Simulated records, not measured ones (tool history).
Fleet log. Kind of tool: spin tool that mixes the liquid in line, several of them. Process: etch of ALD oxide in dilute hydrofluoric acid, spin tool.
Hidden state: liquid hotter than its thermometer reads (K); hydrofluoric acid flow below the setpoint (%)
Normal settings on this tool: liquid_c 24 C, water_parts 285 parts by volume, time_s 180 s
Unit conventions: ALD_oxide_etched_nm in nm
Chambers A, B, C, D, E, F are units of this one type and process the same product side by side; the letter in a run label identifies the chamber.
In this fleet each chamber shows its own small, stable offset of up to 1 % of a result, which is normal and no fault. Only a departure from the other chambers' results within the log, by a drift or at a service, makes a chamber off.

| run | hour | liquid_c | water_parts | time_s | hours since the thermometer was replaced | hours since the hydrofluoric acid flow meter was replaced | read-back film thickness of the ALD oxide reference wafer, read on the same gauge (nm) | ALD_oxide_etched_nm |
|---|---|---|---|---|---|---|---|---|
| 1C | 3 | 24 | 285 | 180 | 1996.4 | 1619.6 | 89.965 | 14.394 |
| 2F | 6.1 | 24 | 285 | 180 | 1311.2 | 1517.2 | 89.986 | 14.209 |
| 3D | 12.1 | 24 | 285 | 180 | 678.5 | 243 | 89.965 | 14.463 |
| 4A | 15.2 | 24 | 285 | 180 | 879.2 | 1519.5 | 90.008 | 14.291 |
| 5E | 18.2 | 28 | 325 | 180 | 863.3 | 403.8 | 90.033 | 13.939 |
| 6B | 23.3 | 28 | 325 | 180 | 634.8 | 422.2 | 89.983 | 13.934 |
| 7B | 27.6 | 28 | 325 | 180 | 639.1 | 426.5 | 89.948 | 13.881 |
| 8E | 30.3 | 28 | 325 | 180 | 875.4 | 415.9 | 90.039 | 13.984 |
| 9F | 34.5 | 28 | 325 | 180 | 1339.6 | 1545.6 | 89.987 | 13.812 |
| 10D | 37.5 | 28 | 325 | 180 | 703.9 | 268.4 | 89.998 | 14.123 |
| 11C | 40.3 | 24 | 285 | 180 | 2033.7 | 1656.9 | 89.949 | 14.424 |
| 12A | 44.5 | 24 | 285 | 180 | 908.5 | 1548.8 | 89.962 | 14.207 |
| 13D | 49.2 | 24 | 285 | 180 | 715.6 | 280.1 | 90.017 | 14.39 |
| 14F | 51.9 | 24 | 285 | 180 | 1357 | 1563 | 89.983 | 14.226 |
|  | 52.6 | chamber A: hydrofluoric acid flow meter replaced |
| 15C | 57 | 24 | 195 | 110 | 2050.4 | 1673.6 | 89.997 | 14.226 |
| 16E | 62.8 | 24 | 195 | 110 | 907.9 | 448.4 | 90.063 | 14.058 |
| 17B | 68.9 | 24 | 195 | 110 | 680.4 | 467.8 | 90.008 | 14.034 |
| 18A | 73.1 | 24 | 195 | 110 | 937.1 | 20.5 | 90.023 | 14.036 |
| 19C | 78.5 | 24 | 195 | 110 | 2071.9 | 1695.1 | 90.008 | 14.326 |
| 20E | 83.3 | 24 | 195 | 110 | 928.4 | 468.9 | 89.973 | 13.888 |
| 21D | 88.8 | 24 | 285 | 235 | 755.2 | 319.7 | 90.081 | 18.962 |
| 22F | 94.4 | 24 | 285 | 235 | 1399.5 | 1605.5 | 89.95 | 18.649 |
| 23B | 98.4 | 24 | 285 | 235 | 709.9 | 497.3 | 89.954 | 18.841 |
| 24A | 101.3 | 24 | 285 | 235 | 965.3 | 48.7 | 89.986 | 18.818 |
| 25E | 104.5 | 24 | 285 | 235 | 949.6 | 490.1 | 90.008 | 18.297 |
| 26B | 107.3 | 24 | 285 | 235 | 718.8 | 506.2 | 90.039 | 18.604 |
| 27F | 112.2 | 24 | 400 | 180 | 1417.3 | 1623.3 | 89.986 | 9.0538 |
| 28D | 117.2 | 24 | 400 | 180 | 783.6 | 348.1 | 90.022 | 9.2524 |
| 29A | 121.4 | 24 | 400 | 180 | 985.4 | 68.8 | 89.974 | 9.2015 |
| 30C | 125 | 24 | 400 | 180 | 2118.4 | 1741.6 | 89.936 | 9.1537 |
| 31E | 131.1 | 24 | 400 | 180 | 976.2 | 516.7 | 89.938 | 8.7642 |
| 32A | 136.1 | 24 | 400 | 180 | 1000.1 | 83.5 | 90.021 | 9.1096 |
| 33B | 141 | 24 | 285 | 180 | 752.5 | 539.9 | 90.004 | 14.275 |
| 34C | 144.4 | 24 | 285 | 180 | 2137.8 | 1761 | 89.981 | 14.488 |
| 35D | 147.8 | 24 | 285 | 180 | 814.2 | 378.7 | 90.034 | 14.416 |
| 36F | 151.6 | 24 | 285 | 180 | 1456.7 | 1662.7 | 90.056 | 14.246 |
| 37D | 155.4 | 24 | 285 | 180 | 821.8 | 386.3 | 89.953 | 14.599 |
| 38A | 160.2 | 24 | 285 | 180 | 1024.2 | 107.6 | 89.98 | 14.345 |
| 39E | 164.4 | 24 | 285 | 180 | 1009.5 | 550 | 90.026 | 13.603 |
| 40C | 167.3 | 22 | 285 | 180 | 2160.7 | 1783.9 | 89.968 | 13.509 |
| 41F | 171.3 | 22 | 285 | 180 | 1476.4 | 1682.4 | 89.989 | 13.345 |

Predict what each chamber gives when all 6 of them run the settings below next.
| 42A | 175.7 | 24 | 285 | 180 |  |  |  | ? |
| 42B | 175.7 | 24 | 285 | 180 |  |  |  | ? |
| 42C | 175.7 | 24 | 285 | 180 |  |  |  | ? |
| 42D | 175.7 | 24 | 285 | 180 |  |  |  | ? |
| 42E | 175.7 | 24 | 285 | 180 |  |  |  | ? |
| 42F | 175.7 | 24 | 285 | 180 |  |  |  | ? |

| run | ALD_oxide_etched_nm |
|---|---|
| 42A | 14.282 |
| 42B | 14.356 |
| 42C | 14.203 |
| 42D | 14.631 |
| 42E | 13.345 |
| 42F | 14.359 |
